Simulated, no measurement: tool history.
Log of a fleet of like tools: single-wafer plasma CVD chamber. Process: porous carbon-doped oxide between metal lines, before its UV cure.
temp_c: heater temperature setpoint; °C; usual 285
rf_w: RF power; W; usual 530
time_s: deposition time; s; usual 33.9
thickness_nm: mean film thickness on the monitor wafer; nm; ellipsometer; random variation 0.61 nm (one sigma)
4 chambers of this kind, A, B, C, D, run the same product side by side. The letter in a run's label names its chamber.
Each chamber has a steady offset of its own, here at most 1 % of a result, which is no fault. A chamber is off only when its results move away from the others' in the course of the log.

run	hour	temp_c	rf_w	time_s	hours since the last thermocouple change	hours since the last RF generator calibration	read-back reference wafer on the same gauge, thickness_nm	thickness_nm
# hour 0.2: chamber C: RF generator calibrated
1D	4.3	285	530	33.9	1224.6	1086.9	248.03	207.38
2A	11.0	285	530	33.9	159.8	1646.6	247.98	209.15
3B	15.2	285	530	33.9	697.3	367.6	247.96	207.71
4C	21.1	285	530	33.9	314.4	20.9	248.00	208.96
5D	28.7	285	530	33.9	1249.0	1111.3	247.97	208.94
6A	33.2	285	530	33.9	182.0	1668.8	248.07	208.06
7C	39.4	285	530	33.9	332.7	39.2	247.93	208.91
8B	44.7	285	530	33.9	726.8	397.1	248.19	207.54
9B	51.3	285	530	33.9	733.4	403.7	247.99	206.54
10A	55.2	291	530	31.3	204.0	1690.8	248.12	186.22
11D	62.3	291	530	31.3	1282.6	1144.9	248.05	185.77
12C	69.2	291	530	31.3	362.5	69.0	247.84	186.63
13A	73.4	291	530	31.3	222.2	1709.0	247.97	186.67
14B	77.1	285	530	33.9	759.2	429.5	248.01	204.87
15D	80.7	285	530	33.9	1301.0	1163.3	248.06	208.80
16C	86.2	285	530	33.9	379.5	86.0	248.05	208.95
17C	91.0	285	530	33.9	384.3	90.8	248.01	209.59
18A	95.7	285	530	33.9	244.5	1731.3	248.15	208.95
19B	102.2	285	530	33.9	784.3	454.6	247.97	204.80
20D	105.8	285	530	33.9	1326.1	1188.4	248.11	208.08
21D	110.4	285	530	33.9	1330.7	1193.0	248.02	207.79
22C	114.3	285	530	33.9	407.6	114.1	248.01	208.99
23A	120.0	285	475	33.9	268.8	1755.6	247.92	194.30
24B	127.5	285	475	33.9	809.6	479.9	248.00	186.33
25B	134.4	285	475	33.9	816.5	486.8	247.98	186.50

All 4 chambers run these settings next. Forecast each chamber's results:
26A	140.1	275	530	33.9				?
26B	140.1	275	530	33.9				?
26C	140.1	275	530	33.9				?
26D	140.1	275	530	33.9				?

run	thickness_nm
26A	223.54
26B	214.09
26C	223.37
26D	220.24
